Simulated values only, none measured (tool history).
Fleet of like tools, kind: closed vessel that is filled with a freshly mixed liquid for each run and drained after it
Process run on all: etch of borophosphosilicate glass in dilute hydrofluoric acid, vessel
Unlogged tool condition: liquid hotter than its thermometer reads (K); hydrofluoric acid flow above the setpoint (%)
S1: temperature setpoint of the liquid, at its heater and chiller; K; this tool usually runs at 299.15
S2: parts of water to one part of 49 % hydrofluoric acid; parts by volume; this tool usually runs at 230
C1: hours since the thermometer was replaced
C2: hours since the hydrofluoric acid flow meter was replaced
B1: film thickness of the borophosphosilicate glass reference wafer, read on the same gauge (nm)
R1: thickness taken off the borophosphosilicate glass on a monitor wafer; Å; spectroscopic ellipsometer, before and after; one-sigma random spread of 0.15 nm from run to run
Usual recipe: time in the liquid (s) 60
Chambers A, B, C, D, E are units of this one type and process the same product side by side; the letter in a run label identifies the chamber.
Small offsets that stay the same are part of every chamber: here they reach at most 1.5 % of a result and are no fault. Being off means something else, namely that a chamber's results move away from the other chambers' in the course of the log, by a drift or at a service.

Run 1D, hour 7.9: usual settings; C1 85.2; C2 1262.9; B1 90.013. Result: R1 151.93 Å.
Run 2B, hour 14.4: usual settings; C1 2173.9; C2 509.3; B1 90.026. Result: R1 150.48 Å.
Run 3E, hour 19.7: usual settings; C1 564.2; C2 1747.6; B1 89.971. Result: R1 152.40 Å.
Run 4A, hour 27.0: usual settings; C1 266.9; C2 273.1; B1 90.000. Result: R1 148.63 Å.
Run 5C, hour 31.2: usual settings; C1 2391.6; C2 1480.0; B1 90.061. Result: R1 151.36 Å.
At hour 35.3: chamber C: thermometer replaced.
Run 6C, hour 37.3: usual settings; C1 2.0; C2 1486.1; B1 89.971. Result: R1 150.10 Å.
Run 7B, hour 45.1: usual settings; C1 2204.6; C2 540.0; B1 89.997. Result: R1 151.07 Å.
Run 8E, hour 52.4: usual settings; C1 596.9; C2 1780.3; B1 89.990. Result: R1 151.42 Å.
Run 9A, hour 56.3: usual settings but S1 303.65 K, S2 290 parts by volume; C1 296.2; C2 302.4; B1 90.038. Result: R1 131.68 Å.
Run 10D, hour 60.3: usual settings but S1 303.65 K, S2 290 parts by volume; C1 137.6; C2 1315.3; B1 89.998. Result: R1 132.66 Å.
At hour 61.0: chamber E: hydrofluoric acid flow meter replaced.
Run 11C, hour 67.1: usual settings but S1 303.65 K, S2 290 parts by volume; C1 31.8; C2 1515.9; B1 89.956. Result: R1 127.67 Å.
Run 12E, hour 73.5: usual settings but S1 303.65 K, S2 290 parts by volume; C1 618.0; C2 12.6; B1 90.003. Result: R1 127.21 Å.
Run 13B, hour 77.9: usual settings but S1 303.65 K, S2 290 parts by volume; C1 2237.4; C2 572.8; B1 90.018. Result: R1 129.43 Å.
Run 14D, hour 85.0: usual settings; C1 162.3; C2 1340.0; B1 89.958. Result: R1 151.21 Å.
Run 15A, hour 91.1: usual settings; C1 331.0; C2 337.2; B1 89.958. Result: R1 152.03 Å.
At hour 93.9: chamber B: hydrofluoric acid flow meter replaced.
Run 16B, hour 98.6: usual settings; C1 2258.1; C2 4.8; B1 89.966. Result: R1 150.53 Å.
Run 17E, hour 104.8: usual settings; C1 649.3; C2 43.9; B1 90.035. Result: R1 152.05 Å.
Run 18D, hour 109.5: usual settings; C1 186.8; C2 1364.5; B1 90.016. Result: R1 153.79 Å.
Run 19A, hour 113.1: usual settings but S2 170 parts by volume, time in the liquid (s) 35; C1 353.0; C2 359.2; B1 90.002. Result: R1 132.20 Å.
Run 20C, hour 120.6: usual settings but S2 170 parts by volume, time in the liquid (s) 35; C1 85.3; C2 1569.4; B1 89.959. Result: R1 126.55 Å.
Run 21D, hour 124.9: usual settings but S2 170 parts by volume, time in the liquid (s) 35; C1 202.2; C2 1379.9; B1 90.013. Result: R1 127.23 Å.
Run 22C, hour 130.3: usual settings but S2 170 parts by volume, time in the liquid (s) 35; C1 95.0; C2 1579.1; B1 90.028. Result: R1 127.51 Å.
Run 23E, hour 134.4: usual settings but S2 170 parts by volume, time in the liquid (s) 35; C1 678.9; C2 73.5; B1 90.001. Result: R1 127.84 Å.
Run 24A, hour 140.3: usual settings but S2 185 parts by volume; C1 380.2; C2 386.4; B1 89.985. Result: R1 206.36 Å.
At hour 141.1: chamber B: thermometer replaced.
Run 25B, hour 146.1: usual settings but S2 185 parts by volume; C1 5.1; C2 52.3; B1 90.008. Result: R1 196.36 Å.
Run 26A, hour 152.7: usual settings but S2 185 parts by volume; C1 392.6; C2 398.8; B1 90.047. Result: R1 212.74 Å.
Run 27C, hour 160.6: usual settings but S2 185 parts by volume; C1 125.3; C2 1609.4; B1 90.010. Result: R1 193.97 Å.
Run 28E, hour 165.2: usual settings but S2 185 parts by volume; C1 709.7; C2 104.3; B1 89.988. Result: R1 200.77 Å.
Run 29D, hour 173.2: usual settings; C1 250.5; C2 1428.2; B1 89.996. Result: R1 153.60 Å.
Run 30B, hour 178.1: usual settings; C1 37.1; C2 84.3; B1 90.007. Result: R1 148.83 Å.
Run 31B, hour 183.9: usual settings; C1 42.9; C2 90.1; B1 89.962. Result: R1 146.92 Å.
Run 32A, hour 188.6: usual settings; C1 428.5; C2 434.7; B1 90.049. Result: R1 167.63 Å.
Run 33E, hour 194.6: usual settings; C1 739.1; C2 133.7; B1 90.043. Result: R1 152.52 Å.
Run 34C, hour 201.0: usual settings; C1 165.7; C2 1649.8; B1 90.011. Result: R1 146.08 Å.
Run 35D, hour 204.8: usual settings; C1 282.1; C2 1459.8; B1 90.041. Result: R1 149.50 Å.
Run 36A, hour 209.3: usual settings; C1 449.2; C2 455.4; B1 90.065. Result: R1 169.51 Å.
Run 37D, hour 216.0: usual settings; C1 293.3; C2 1471.0; B1 90.071. Result: R1 150.69 Å.
Run 38E, hour 223.7: usual settings; C1 768.2; C2 162.8; B1 89.997. Result: R1 150.11 Å.
Run 39C, hour 228.9: usual settings; C1 193.6; C2 1677.7; B1 89.989. Result: R1 148.31 Å.
Run 40B, hour 234.1: usual settings but S2 170 parts by volume, time in the liquid (s) 40; C1 93.1; C2 140.3; B1 90.007. Result: R1 144.25 Å.

Which is it: a chamber that has drifted or been left off by a service, a gauge drift common to all chambers, or only each chamber's usual small offset? If a chamber is off, name it and its likeliest cause.

Chamber A drifts away from the others.
What lies behind it: hydrofluoric acid flow above the setpoint (%) = 11.3.

Which of the 4 candidates below, each the usual settings with something changed and its results left as question marks, puts chamber A back in line with what the other chambers give on the usual settings?
Counts as in line when no further than this from what the other chambers average on the usual settings: R1 5.20 Å
Run 41A-1, hour 239.8: usual settings but S2 240 parts by volume, time in the liquid (s) 55. Result: R1 ?.
Run 41A-2, hour 239.8: usual settings but S1 299.65 K, S2 210 parts by volume, time in the liquid (s) 65. Result: R1 ?.
Run 41A-3, hour 239.8: usual settings but S2 220 parts by volume, time in the liquid (s) 65. Result: R1 ?.
Run 41A-4, hour 239.8: usual settings but S1 298.65 K, time in the liquid (s) 50. Result: R1 ?.

The mean the other chambers reach with the usual settings: R1 150.80 Å
  run      R1
41A-1  151.45
41A-2  214.70
41A-3  199.22
41A-4  142.51
The right change is 41A-1: it brings the chamber back within the allowed miss of the others.
